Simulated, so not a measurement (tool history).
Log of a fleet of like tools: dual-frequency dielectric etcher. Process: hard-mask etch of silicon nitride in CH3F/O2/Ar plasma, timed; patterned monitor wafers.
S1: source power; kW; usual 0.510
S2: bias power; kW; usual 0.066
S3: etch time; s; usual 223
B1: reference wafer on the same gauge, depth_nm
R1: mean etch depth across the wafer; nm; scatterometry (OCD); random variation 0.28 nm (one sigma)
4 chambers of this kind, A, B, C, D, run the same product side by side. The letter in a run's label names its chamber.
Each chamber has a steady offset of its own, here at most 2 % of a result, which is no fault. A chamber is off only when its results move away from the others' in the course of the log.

run	hour	S1	S2	S3	B1	R1
1A	5.7	0.510	0.066	223	168.93	165.93
2D	12.4	0.510	0.066	223	168.93	164.93
3C	18.2	0.510	0.066	223	168.85	167.50
4B	24.0	0.510	0.066	223	168.94	168.80
5C	33.1	0.510	0.066	223	168.88	167.35
6A	41.6	0.510	0.066	223	168.86	165.92
# hour 41.7: chamber C: wet clean of the chamber
7B	47.1	0.510	0.066	223	168.84	168.52
8D	52.0	0.510	0.066	223	168.74	165.11
9D	58.5	0.510	0.066	223	168.67	164.91
10B	67.0	0.510	0.066	223	168.76	168.67
11C	71.0	0.510	0.066	223	168.63	166.67
12A	75.7	0.510	0.066	223	168.62	166.47
13A	81.7	0.510	0.066	223	168.70	166.69
14B	89.0	0.510	0.066	166	168.66	125.42
15C	93.5	0.510	0.066	166	168.61	124.00
16D	101.9	0.510	0.066	166	168.63	122.57
17A	107.9	0.510	0.066	166	168.57	124.05
18C	115.6	0.510	0.066	223	168.54	166.83
19B	120.9	0.390	0.066	260	168.50	177.06
20D	128.4	0.390	0.066	260	168.47	172.91
21D	133.6	0.390	0.066	260	168.44	172.45
22A	142.2	0.390	0.066	260	168.43	175.15
23B	147.7	0.510	0.066	255	168.43	192.42
24C	154.2	0.510	0.066	255	168.36	190.45
25C	162.2	0.510	0.066	255	168.26	190.29
26D	170.5	0.510	0.066	255	168.32	188.42
27A	175.4	0.510	0.059	223	168.29	160.15
28B	181.9	0.510	0.059	223	168.30	162.32
29A	186.5	0.510	0.059	223	168.28	159.73
# hour 190.0: chamber A: wet clean of the chamber
30D	190.7	0.510	0.059	223	168.23	158.48
31B	194.8	0.510	0.066	223	168.17	168.02
32C	201.0	0.510	0.066	223	168.18	166.53
33C	206.9	0.510	0.066	223	168.13	166.55
34D	211.1	0.510	0.066	223	168.10	164.49
35B	216.3	0.510	0.066	191	168.06	143.30
36A	223.2	0.510	0.066	191	168.05	141.77
37B	230.7	0.510	0.066	191	168.09	143.68
38C	237.2	0.510	0.066	191	167.97	142.37
# hour 241.7: chamber B: wet clean of the chamber
39A	245.1	0.510	0.066	223	167.99	165.40
40D	249.3	0.510	0.066	223	167.94	164.28
41C	258.3	0.510	0.066	223	167.97	166.32
42B	266.3	0.510	0.066	223	167.95	167.80
43A	272.7	0.510	0.066	223	167.88	165.90

All 4 chambers run these settings next. Forecast each chamber's results:
44A	279.3	0.510	0.066	223		?
44B	279.3	0.510	0.066	223		?
44C	279.3	0.510	0.066	223		?
44D	279.3	0.510	0.066	223		?

run	R1
44A	165.76
44B	167.88
44C	166.22
44D	164.69

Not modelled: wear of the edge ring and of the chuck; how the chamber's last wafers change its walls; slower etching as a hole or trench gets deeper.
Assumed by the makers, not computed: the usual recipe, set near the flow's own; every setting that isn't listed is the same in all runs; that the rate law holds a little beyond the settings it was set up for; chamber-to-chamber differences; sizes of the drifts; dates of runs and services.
